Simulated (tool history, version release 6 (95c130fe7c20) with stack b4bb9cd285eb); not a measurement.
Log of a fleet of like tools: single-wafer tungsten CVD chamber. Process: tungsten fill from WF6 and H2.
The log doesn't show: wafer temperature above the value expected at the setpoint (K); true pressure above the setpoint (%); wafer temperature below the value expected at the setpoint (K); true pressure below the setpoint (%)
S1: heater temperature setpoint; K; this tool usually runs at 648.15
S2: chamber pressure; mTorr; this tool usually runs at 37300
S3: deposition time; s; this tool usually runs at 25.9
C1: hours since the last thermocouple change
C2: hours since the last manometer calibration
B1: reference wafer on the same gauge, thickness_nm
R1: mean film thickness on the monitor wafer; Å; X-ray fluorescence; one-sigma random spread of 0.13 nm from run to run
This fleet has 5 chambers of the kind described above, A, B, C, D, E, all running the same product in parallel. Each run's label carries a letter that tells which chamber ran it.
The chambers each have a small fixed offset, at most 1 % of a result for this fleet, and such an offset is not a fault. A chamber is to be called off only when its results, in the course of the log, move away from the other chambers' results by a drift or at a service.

{"hour": 2.7, "done": "chamber B: thermocouple changed; heater temperature recalibrated"}
{"run": "1E", "hour": 4.0, "S1": 648.15, "S2": 37300, "S3": 25.9, "C1": 1861.2, "C2": 1532.0, "B1": 46.516, "R1": 507.12}
{"run": "2D", "hour": 8.8, "S1": 648.15, "S2": 37300, "S3": 25.9, "C1": 576.0, "C2": 2174.8, "B1": 46.531, "R1": 510.53}
{"run": "3B", "hour": 14.6, "S1": 648.15, "S2": 37300, "S3": 25.9, "C1": 11.9, "C2": 1014.2, "B1": 46.509, "R1": 514.66}
{"run": "4A", "hour": 20.3, "S1": 648.15, "S2": 37300, "S3": 25.9, "C1": 2012.5, "C2": 34.2, "B1": 46.504, "R1": 515.1}
{"run": "5C", "hour": 25.9, "S1": 648.15, "S2": 45700, "S3": 22.5, "C1": 2172.0, "C2": 792.1, "B1": 46.506, "R1": 486.67}
{"run": "6D", "hour": 29.7, "S1": 648.15, "S2": 45700, "S3": 22.5, "C1": 596.9, "C2": 2195.7, "B1": 46.464, "R1": 483.29}
{"run": "7B", "hour": 37.3, "S1": 648.15, "S2": 45700, "S3": 22.5, "C1": 34.6, "C2": 1036.9, "B1": 46.479, "R1": 491.28}
{"run": "8E", "hour": 42.8, "S1": 648.15, "S2": 45700, "S3": 22.5, "C1": 1900.0, "C2": 1570.8, "B1": 46.492, "R1": 482.87}
{"run": "9A", "hour": 48.5, "S1": 648.15, "S2": 45700, "S3": 22.5, "C1": 2040.7, "C2": 62.4, "B1": 46.481, "R1": 490.36}
{"run": "10C", "hour": 55.3, "S1": 648.15, "S2": 37300, "S3": 25.9, "C1": 2201.4, "C2": 821.5, "B1": 46.499, "R1": 509.77}
{"run": "11D", "hour": 62.9, "S1": 636.15, "S2": 37300, "S3": 25.9, "C1": 630.1, "C2": 2228.9, "B1": 46.497, "R1": 395.6}
{"run": "12A", "hour": 69.2, "S1": 636.15, "S2": 37300, "S3": 25.9, "C1": 2061.4, "C2": 83.1, "B1": 46.522, "R1": 398.25}
{"run": "13B", "hour": 75.2, "S1": 636.15, "S2": 37300, "S3": 25.9, "C1": 72.5, "C2": 1074.8, "B1": 46.48, "R1": 400.42}
{"run": "14E", "hour": 79.0, "S1": 636.15, "S2": 37300, "S3": 25.9, "C1": 1936.2, "C2": 1607.0, "B1": 46.487, "R1": 394.64}
{"run": "15C", "hour": 85.9, "S1": 636.15, "S2": 37300, "S3": 25.9, "C1": 2232.0, "C2": 852.1, "B1": 46.488, "R1": 394.7}
{"run": "16A", "hour": 90.7, "S1": 648.15, "S2": 37300, "S3": 25.9, "C1": 2082.9, "C2": 104.6, "B1": 46.549, "R1": 516.87}
{"run": "17D", "hour": 98.0, "S1": 648.15, "S2": 37300, "S3": 25.9, "C1": 665.2, "C2": 2264.0, "B1": 46.487, "R1": 511.88}
{"run": "18B", "hour": 105.5, "S1": 648.15, "S2": 37300, "S3": 25.9, "C1": 102.8, "C2": 1105.1, "B1": 46.447, "R1": 513.77}
{"run": "19C", "hour": 112.3, "S1": 648.15, "S2": 37300, "S3": 25.9, "C1": 2258.4, "C2": 878.5, "B1": 46.483, "R1": 513.89}
{"run": "20E", "hour": 118.3, "S1": 657.15, "S2": 37300, "S3": 25.9, "C1": 1975.5, "C2": 1646.3, "B1": 46.494, "R1": 604.8}
{"run": "21B", "hour": 123.4, "S1": 657.15, "S2": 37300, "S3": 25.9, "C1": 120.7, "C2": 1123.0, "B1": 46.495, "R1": 615.35}
{"run": "22C", "hour": 127.5, "S1": 657.15, "S2": 37300, "S3": 25.9, "C1": 2273.6, "C2": 893.7, "B1": 46.485, "R1": 615.38}
{"run": "23E", "hour": 132.2, "S1": 657.15, "S2": 37300, "S3": 25.9, "C1": 1989.4, "C2": 1660.2, "B1": 46.487, "R1": 607.61}
{"run": "24A", "hour": 138.4, "S1": 657.15, "S2": 37300, "S3": 25.9, "C1": 2130.6, "C2": 152.3, "B1": 46.498, "R1": 621.2}
{"run": "25D", "hour": 146.0, "S1": 648.15, "S2": 37300, "S3": 25.9, "C1": 713.2, "C2": 2312.0, "B1": 46.482, "R1": 509.55}
{"run": "26C", "hour": 150.4, "S1": 648.15, "S2": 37300, "S3": 25.9, "C1": 2296.5, "C2": 916.6, "B1": 46.486, "R1": 510.8}
{"hour": 153.4, "done": "chamber B: capacitance manometer re-zeroed and calibrated"}
{"run": "27D", "hour": 155.5, "S1": 648.15, "S2": 37300, "S3": 25.9, "C1": 722.7, "C2": 2321.5, "B1": 46.509, "R1": 509.48}
{"run": "28B", "hour": 162.5, "S1": 648.15, "S2": 37300, "S3": 30.9, "C1": 159.8, "C2": 9.1, "B1": 46.488, "R1": 614.05}
{"run": "29A", "hour": 169.0, "S1": 648.15, "S2": 37300, "S3": 30.9, "C1": 2161.2, "C2": 182.9, "B1": 46.459, "R1": 613.67}
{"run": "30E", "hour": 172.5, "S1": 648.15, "S2": 37300, "S3": 30.9, "C1": 2029.7, "C2": 1700.5, "B1": 46.511, "R1": 604.17}
{"hour": 175.9, "done": "chamber E: thermocouple changed; heater temperature recalibrated"}
{"run": "31E", "hour": 177.2, "S1": 648.15, "S2": 37300, "S3": 30.9, "C1": 1.3, "C2": 1705.2, "B1": 46.499, "R1": 603.9}
{"run": "32A", "hour": 181.8, "S1": 648.15, "S2": 37300, "S3": 30.9, "C1": 2174.0, "C2": 195.7, "B1": 46.483, "R1": 614.23}
{"run": "33B", "hour": 186.2, "S1": 635.15, "S2": 46300, "S3": 25.9, "C1": 183.5, "C2": 32.8, "B1": 46.47, "R1": 432.82}
{"run": "34D", "hour": 193.0, "S1": 635.15, "S2": 46300, "S3": 25.9, "C1": 760.2, "C2": 2359.0, "B1": 46.447, "R1": 429.28}
{"run": "35C", "hour": 198.3, "S1": 635.15, "S2": 46300, "S3": 25.9, "C1": 2344.4, "C2": 964.5, "B1": 46.507, "R1": 426.38}
{"run": "36A", "hour": 201.8, "S1": 635.15, "S2": 46300, "S3": 25.9, "C1": 2194.0, "C2": 215.7, "B1": 46.481, "R1": 428.8}
{"run": "37C", "hour": 206.3, "S1": 635.15, "S2": 46300, "S3": 25.9, "C1": 2352.4, "C2": 972.5, "B1": 46.521, "R1": 425.09}
{"run": "38E", "hour": 213.7, "S1": 643.15, "S2": 37300, "S3": 21.2, "C1": 37.8, "C2": 1741.7, "B1": 46.496, "R1": 372.26}
{"run": "39D", "hour": 218.6, "S1": 643.15, "S2": 37300, "S3": 21.2, "C1": 785.8, "C2": 2384.6, "B1": 46.505, "R1": 376.31}
{"run": "40B", "hour": 225.5, "S1": 643.15, "S2": 37300, "S3": 21.2, "C1": 222.8, "C2": 72.1, "B1": 46.49, "R1": 378.67}
{"run": "41B", "hour": 231.4, "S1": 643.15, "S2": 37300, "S3": 21.2, "C1": 228.7, "C2": 78.0, "B1": 46.495, "R1": 379.45}
{"run": "42E", "hour": 236.3, "S1": 643.15, "S2": 37300, "S3": 21.2, "C1": 60.4, "C2": 1764.3, "B1": 46.487, "R1": 375.45}
{"run": "43D", "hour": 242.5, "S1": 648.15, "S2": 37300, "S3": 25.9, "C1": 809.7, "C2": 2408.5, "B1": 46.507, "R1": 509.69}

The same settings go to every chamber for the next run, one line per chamber below. Forecast the results for each:
{"run": "44A", "hour": 248.0, "S1": 648.15, "S2": 37300, "S3": 25.9, "R1": "?"}
{"run": "44B", "hour": 248.0, "S1": 648.15, "S2": 37300, "S3": 25.9, "R1": "?"}
{"run": "44C", "hour": 248.0, "S1": 648.15, "S2": 37300, "S3": 25.9, "R1": "?"}
{"run": "44D", "hour": 248.0, "S1": 648.15, "S2": 37300, "S3": 25.9, "R1": "?"}
{"run": "44E", "hour": 248.0, "S1": 648.15, "S2": 37300, "S3": 25.9, "R1": "?"}

run=44A R1=516.38
run=44B R1=513.13
run=44C R1=511.14
run=44D R1=510.89
run=44E R1=506.88
